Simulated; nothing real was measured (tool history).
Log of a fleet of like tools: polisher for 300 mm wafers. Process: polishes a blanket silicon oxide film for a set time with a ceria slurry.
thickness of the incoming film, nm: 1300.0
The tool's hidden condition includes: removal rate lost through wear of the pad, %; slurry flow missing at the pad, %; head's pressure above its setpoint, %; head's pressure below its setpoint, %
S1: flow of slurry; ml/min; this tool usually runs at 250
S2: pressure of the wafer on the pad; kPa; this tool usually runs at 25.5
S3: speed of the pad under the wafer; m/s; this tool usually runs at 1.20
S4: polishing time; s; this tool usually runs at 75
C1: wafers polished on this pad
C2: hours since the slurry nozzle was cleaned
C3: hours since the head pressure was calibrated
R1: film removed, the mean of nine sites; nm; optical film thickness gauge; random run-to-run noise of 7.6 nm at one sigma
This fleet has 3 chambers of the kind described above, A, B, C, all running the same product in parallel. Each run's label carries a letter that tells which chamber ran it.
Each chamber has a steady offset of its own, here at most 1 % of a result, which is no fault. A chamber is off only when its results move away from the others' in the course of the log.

Run 1C, hour 3.9: usual settings; C1 356; C2 4.6; C3 295.2. Result: R1 526.09 nm.
Run 2B, hour 10.0: usual settings; C1 381; C2 392.0; C3 272.6. Result: R1 530.61 nm.
Run 3A, hour 15.6: usual settings; C1 355; C2 150.5; C3 228.1. Result: R1 534.64 nm.
Run 4C, hour 19.5: usual settings; C1 503; C2 20.2; C3 310.8. Result: R1 535.69 nm.
At hour 22.8: chamber B: worn pad replaced by a new one.
At hour 22.8: chamber C: worn pad replaced by a new one.
Run 5A, hour 23.7: usual settings; C1 431; C2 158.6; C3 236.2. Result: R1 535.26 nm.
Run 6B, hour 26.5: usual settings but S4 67 s; C1 35; C2 408.5; C3 289.1. Result: R1 471.73 nm.
Run 7C, hour 31.8: usual settings but S4 67 s; C1 85; C2 32.5; C3 323.1. Result: R1 478.18 nm.
At hour 33.4: chamber A: worn pad replaced by a new one.
Run 8B, hour 35.0: usual settings but S4 67 s; C1 115; C2 417.0; C3 297.6. Result: R1 472.36 nm.
Run 9A, hour 41.1: usual settings; C1 72; C2 176.0; C3 253.6. Result: R1 525.17 nm.
Run 10C, hour 45.2: usual settings but S3 0.92 m/s; C1 211; C2 45.9; C3 336.5. Result: R1 402.82 nm.
Run 11A, hour 50.6: usual settings but S3 0.92 m/s; C1 162; C2 185.5; C3 263.1. Result: R1 405.68 nm.
Run 12B, hour 53.5: usual settings but S3 0.92 m/s; C1 289; C2 435.5; C3 316.1. Result: R1 399.14 nm.
Run 13B, hour 59.8: usual settings; C1 349; C2 441.8; C3 322.4. Result: R1 524.96 nm.
Run 14A, hour 65.0: usual settings; C1 298; C2 199.9; C3 277.5. Result: R1 539.69 nm.
Run 15C, hour 71.2: usual settings; C1 457; C2 71.9; C3 362.5. Result: R1 523.26 nm.
Run 16A, hour 74.0: usual settings; C1 383; C2 208.9; C3 286.5. Result: R1 523.07 nm.
At hour 75.5: chamber B: worn pad replaced by a new one.
At hour 75.5: chamber B: slurry nozzle cleaned.
Run 17B, hour 79.1: usual settings; C1 34; C2 3.7; C3 341.7. Result: R1 535.08 nm.
Run 18C, hour 83.1: usual settings; C1 569; C2 83.8; C3 374.4. Result: R1 525.36 nm.
Run 19B, hour 87.6: usual settings; C1 114; C2 12.2; C3 350.2. Result: R1 520.94 nm.
At hour 91.2: chamber C: worn pad replaced by a new one.
At hour 92.9: chamber A: worn pad replaced by a new one.
Run 20C, hour 93.3: usual settings; C1 20; C2 94.0; C3 384.6. Result: R1 533.79 nm.
Run 21A, hour 97.5: usual settings but S1 305 ml/min; C1 44; C2 232.4; C3 310.0. Result: R1 531.18 nm.
Run 22A, hour 102.9: usual settings but S1 305 ml/min; C1 95; C2 237.8; C3 315.4. Result: R1 543.58 nm.
Run 23B, hour 108.7: usual settings but S1 305 ml/min; C1 313; C2 33.3; C3 371.3. Result: R1 538.92 nm.
Run 24C, hour 112.7: usual settings; C1 203; C2 113.4; C3 404.0. Result: R1 516.94 nm.
Run 25A, hour 118.6: usual settings; C1 243; C2 253.5; C3 331.1. Result: R1 529.07 nm.
Run 26C, hour 121.6: usual settings; C1 287; C2 122.3; C3 412.9. Result: R1 525.96 nm.
Run 27B, hour 125.1: usual settings; C1 468; C2 49.7; C3 387.7. Result: R1 527.88 nm.
Run 28C, hour 128.3: usual settings; C1 350; C2 129.0; C3 419.6. Result: R1 533.06 nm.
At hour 129.4: chamber A: head pressure recalibrated.
At hour 129.6: chamber B: worn pad replaced by a new one.
Run 29B, hour 132.7: usual settings; C1 30; C2 57.3; C3 395.3. Result: R1 523.93 nm.
Run 30A, hour 137.0: usual settings; C1 416; C2 271.9; C3 7.7. Result: R1 528.02 nm.
Run 31C, hour 140.2: usual settings but S4 95 s; C1 462; C2 140.9; C3 431.5. Result: R1 654.57 nm.
Run 32B, hour 143.2: usual settings but S4 95 s; C1 129; C2 67.8; C3 405.8. Result: R1 654.55 nm.
Run 33A, hour 146.2: usual settings but S4 95 s; C1 503; C2 281.1; C3 16.9. Result: R1 664.66 nm.
At hour 147.6: chamber C: worn pad replaced by a new one.
At hour 149.8: chamber A: worn pad replaced by a new one.
Run 34B, hour 150.2: usual settings; C1 195; C2 74.8; C3 412.8. Result: R1 536.80 nm.
Run 35A, hour 155.9: usual settings; C1 58; C2 290.8; C3 26.6. Result: R1 516.88 nm.
Run 36C, hour 162.1: usual settings; C1 137; C2 162.8; C3 453.4. Result: R1 528.79 nm.
Run 37C, hour 166.4: usual settings; C1 177; C2 167.1; C3 457.7. Result: R1 518.91 nm.
Run 38A, hour 169.6: usual settings; C1 187; C2 304.5; C3 40.3. Result: R1 524.30 nm.

Is one chamber out of step, is the gauge drifting, or do the chambers differ by no more than their own small offsets? For an off chamber, give its letter and the likeliest cause.

No chamber stands off beyond its own small offset, and the gauge holds steady.

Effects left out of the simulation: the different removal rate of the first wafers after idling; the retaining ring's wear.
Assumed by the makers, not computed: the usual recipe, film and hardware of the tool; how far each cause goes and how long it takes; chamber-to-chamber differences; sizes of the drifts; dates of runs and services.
